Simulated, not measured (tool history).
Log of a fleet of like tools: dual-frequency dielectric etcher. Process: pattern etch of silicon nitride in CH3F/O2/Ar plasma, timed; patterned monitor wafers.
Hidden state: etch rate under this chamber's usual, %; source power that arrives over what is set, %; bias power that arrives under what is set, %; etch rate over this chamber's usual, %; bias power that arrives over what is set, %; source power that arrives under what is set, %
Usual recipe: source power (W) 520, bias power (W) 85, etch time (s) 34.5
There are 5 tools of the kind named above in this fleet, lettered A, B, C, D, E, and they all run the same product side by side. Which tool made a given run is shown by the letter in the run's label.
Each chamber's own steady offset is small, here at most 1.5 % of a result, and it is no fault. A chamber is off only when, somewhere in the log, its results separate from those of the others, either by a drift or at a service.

run	hour	source power (W)	bias power (W)	etch time (s)	hours since the last wet clean	hours since the last source power generator calibration	hours since the last bias power generator calibration	read-back reference wafer on the same gauge, depth_nm	mean etch depth across the wafer (Å)
1D	2.1	520	85	34.5	264.6	703.3	1932.2	25.615	282.22
2A	6.5	520	85	34.5	98.0	2162.2	2291.0	25.616	284.42
3C	10.3	520	85	34.5	51.9	871.1	1171.5	25.581	285.56
4B	14.1	520	85	34.5	219.2	2597.8	121.4	25.584	281.29
5E	16.5	520	85	34.5	188.2	2061.3	686.9	25.604	279.91
6C	19.6	520	85	34.5	61.2	880.4	1180.8	25.599	285.96
7D	22.0	520	85	34.5	284.5	723.2	1952.1	25.601	283.99
8B	24.3	520	85	34.5	229.4	2608.0	131.6	25.573	282.05
9E	27.9	520	85	34.5	199.6	2072.7	698.3	25.591	280.45
10A	30.5	520	85	34.5	122.0	2186.2	2315.0	25.628	282.52
11B	33.7	520	85	34.5	238.8	2617.4	141.0	25.597	281.93
12C	37.7	630	85	34.5	79.3	898.5	1198.9	25.610	307.90
13E	41.5	630	85	34.5	213.2	2086.3	711.9	25.614	303.87
14A	45.7	630	85	34.5	137.2	2201.4	2330.2	25.611	305.04
15D	48.6	630	85	34.5	311.1	749.8	1978.7	25.592	304.78
16C	51.1	630	85	34.5	92.7	911.9	1212.3	25.608	307.21
17A	55.4	520	85	34.5	146.9	2211.1	2339.9	25.593	282.38
18E	57.7	520	85	34.5	229.4	2102.5	728.1	25.610	280.16
19D	60.8	520	85	34.5	323.3	762.0	1990.9	25.601	284.34
20B	64.6	520	85	34.5	269.7	2648.3	171.9	25.593	281.83
21A	67.0	520	85	34.5	158.5	2222.7	2351.5	25.570	281.59
22C	70.8	520	85	34.5	112.4	931.6	1232.0	25.601	285.64
23B	74.0	520	85	34.5	279.1	2657.7	181.3	25.601	280.13
24E	77.8	520	85	34.5	249.5	2122.6	748.2	25.600	279.78
25D	79.8	520	85	34.5	342.3	781.0	2009.9	25.597	282.70
26C	84.3	520	85	34.5	125.9	945.1	1245.5	25.623	285.75
27E	88.8	520	85	34.5	260.5	2133.6	759.2	25.614	280.34
28B	92.0	520	85	34.5	297.1	2675.7	199.3	25.599	281.52
29A	95.4	520	85	34.5	186.9	2251.1	2379.9	25.601	274.37
30D	99.3	520	85	34.5	361.8	800.5	2029.4	25.614	283.49
31D	103.1	520	85	34.5	365.6	804.3	2033.2	25.610	284.18
32A	106.4	520	85	34.5	197.9	2262.1	2390.9	25.592	275.39
33E	109.6	520	85	34.5	281.3	2154.4	780.0	25.621	279.95
34C	114.2	520	85	34.5	155.8	975.0	1275.4	25.599	284.21
35B	116.5	520	85	34.5	321.6	2700.2	223.8	25.593	281.45
36D	119.7	520	85	34.5	382.2	820.9	2049.8	25.603	283.09
37C	122.9	450	85	27.5	164.5	983.7	1284.1	25.606	216.31
38A	126.9	450	85	27.5	218.4	2282.6	2411.4	25.597	206.59
39B	130.5	450	85	27.5	335.6	2714.2	237.8	25.592	213.39
40E	133.3	450	85	27.5	305.0	2178.1	803.7	25.604	212.14
41E	136.1	450	85	27.5	307.8	2180.9	806.5	25.600	211.58
42C	139.3	520	85	34.5	180.9	1000.1	1300.5	25.587	284.91

Each of the 5 chambers runs these same settings next. Fill in every chamber's results:
43A	142.5	520	85	34.5					?
43B	142.5	520	85	34.5					?
43C	142.5	520	85	34.5					?
43D	142.5	520	85	34.5					?
43E	142.5	520	85	34.5					?

run	mean etch depth across the wafer (Å)
43A	270.91
43B	280.17
43C	284.78
43D	283.97
43E	280.12

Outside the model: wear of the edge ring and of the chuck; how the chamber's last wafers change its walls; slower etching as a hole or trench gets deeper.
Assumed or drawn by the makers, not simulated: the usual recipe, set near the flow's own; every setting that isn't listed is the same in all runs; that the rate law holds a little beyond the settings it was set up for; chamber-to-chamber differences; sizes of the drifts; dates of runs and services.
